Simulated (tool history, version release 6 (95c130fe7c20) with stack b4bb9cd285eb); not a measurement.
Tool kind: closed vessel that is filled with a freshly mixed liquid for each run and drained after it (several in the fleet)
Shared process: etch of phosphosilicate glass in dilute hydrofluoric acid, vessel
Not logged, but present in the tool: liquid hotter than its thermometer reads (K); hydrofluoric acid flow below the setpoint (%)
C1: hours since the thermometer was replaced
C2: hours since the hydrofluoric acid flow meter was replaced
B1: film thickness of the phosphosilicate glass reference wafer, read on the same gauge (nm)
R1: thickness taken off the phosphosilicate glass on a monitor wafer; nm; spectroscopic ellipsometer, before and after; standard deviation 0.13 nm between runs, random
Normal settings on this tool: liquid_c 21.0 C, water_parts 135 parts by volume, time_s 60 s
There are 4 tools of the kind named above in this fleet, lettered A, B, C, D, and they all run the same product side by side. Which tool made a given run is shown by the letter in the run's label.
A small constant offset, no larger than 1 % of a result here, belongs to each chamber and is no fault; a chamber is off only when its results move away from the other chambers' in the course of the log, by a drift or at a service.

run 1B hour=6.5 | liquid_c=21.0 water_parts=135 time_s=60 | C1=564.6 C2=154.5 | B1=79.998 | R1=27.408
run 2D hour=18.4 | liquid_c=21.0 water_parts=135 time_s=60 | C1=334.1 C2=1495.0 | B1=79.979 | R1=27.546
run 3C hour=26.1 | liquid_c=21.0 water_parts=135 time_s=60 | C1=360.1 C2=213.9 | B1=79.988 | R1=27.495
run 4A hour=32.6 | liquid_c=21.0 water_parts=135 time_s=60 | C1=653.7 C2=155.9 | B1=79.989 | R1=27.341
run 5C hour=43.1 | liquid_c=21.0 water_parts=135 time_s=60 | C1=377.1 C2=230.9 | B1=79.995 | R1=27.561
run 6A hour=54.2 | liquid_c=21.0 water_parts=135 time_s=60 | C1=675.3 C2=177.5 | B1=80.008 | R1=27.267
run 7D hour=66.3 | liquid_c=23.5 water_parts=135 time_s=60 | C1=382.0 C2=1542.9 | B1=80.035 | R1=30.560
run 8B hour=75.8 | liquid_c=23.5 water_parts=135 time_s=60 | C1=633.9 C2=223.8 | B1=80.038 | R1=30.286
run 9C hour=81.9 | liquid_c=23.5 water_parts=135 time_s=60 | C1=415.9 C2=269.7 | B1=80.012 | R1=30.791
run 10A hour=89.6 | liquid_c=23.5 water_parts=135 time_s=60 | C1=710.7 C2=212.9 | B1=80.014 | R1=29.803
run 11B hour=100.4 | liquid_c=21.0 water_parts=135 time_s=60 | C1=658.5 C2=248.4 | B1=80.027 | R1=27.711
run 12D hour=110.3 | liquid_c=21.0 water_parts=135 time_s=60 | C1=426.0 C2=1586.9 | B1=79.974 | R1=27.424
run 13D hour=117.9 | liquid_c=21.0 water_parts=135 time_s=60 | C1=433.6 C2=1594.5 | B1=79.978 | R1=27.361
-- hour=118.5 chamber C: thermometer replaced
run 14B hour=129.4 | liquid_c=21.0 water_parts=135 time_s=60 | C1=687.5 C2=277.4 | B1=80.009 | R1=27.608
run 15C hour=135.7 | liquid_c=21.0 water_parts=160 time_s=60 | C1=17.3 C2=323.5 | B1=79.985 | R1=22.870
run 16A hour=146.9 | liquid_c=21.0 water_parts=160 time_s=60 | C1=768.0 C2=270.2 | B1=79.982 | R1=22.324
run 17B hour=156.4 | liquid_c=21.0 water_parts=160 time_s=60 | C1=714.5 C2=304.4 | B1=80.008 | R1=23.088
run 18C hour=162.0 | liquid_c=21.0 water_parts=160 time_s=60 | C1=43.6 C2=349.8 | B1=79.968 | R1=22.765
-- hour=169.3 chamber D: thermometer replaced
run 19A hour=173.8 | liquid_c=21.0 water_parts=100 time_s=35 | C1=794.9 C2=297.1 | B1=79.994 | R1=22.322
run 20D hour=181.4 | liquid_c=21.0 water_parts=100 time_s=35 | C1=12.1 C2=1658.0 | B1=80.003 | R1=22.284
run 21C hour=187.0 | liquid_c=21.0 water_parts=100 time_s=35 | C1=68.6 C2=374.8 | B1=80.038 | R1=22.902
run 22B hour=193.2 | liquid_c=21.0 water_parts=100 time_s=35 | C1=751.3 C2=341.2 | B1=79.963 | R1=23.306
run 23D hour=203.2 | liquid_c=21.0 water_parts=135 time_s=60 | C1=33.9 C2=1679.8 | B1=79.951 | R1=27.620
run 24A hour=212.3 | liquid_c=21.0 water_parts=135 time_s=60 | C1=833.4 C2=335.6 | B1=79.986 | R1=27.472
run 25C hour=224.2 | liquid_c=21.0 water_parts=135 time_s=60 | C1=105.8 C2=412.0 | B1=80.002 | R1=27.757

Each of the 4 chambers runs these same settings next. Fill in every chamber's results:
run 26A hour=233.3 | liquid_c=21.0 water_parts=135 time_s=45 | R1=?
run 26B hour=233.3 | liquid_c=21.0 water_parts=135 time_s=45 | R1=?
run 26C hour=233.3 | liquid_c=21.0 water_parts=135 time_s=45 | R1=?
run 26D hour=233.3 | liquid_c=21.0 water_parts=135 time_s=45 | R1=?

run=26A R1=20.581
run=26B R1=21.421
run=26C R1=20.891
run=26D R1=20.811
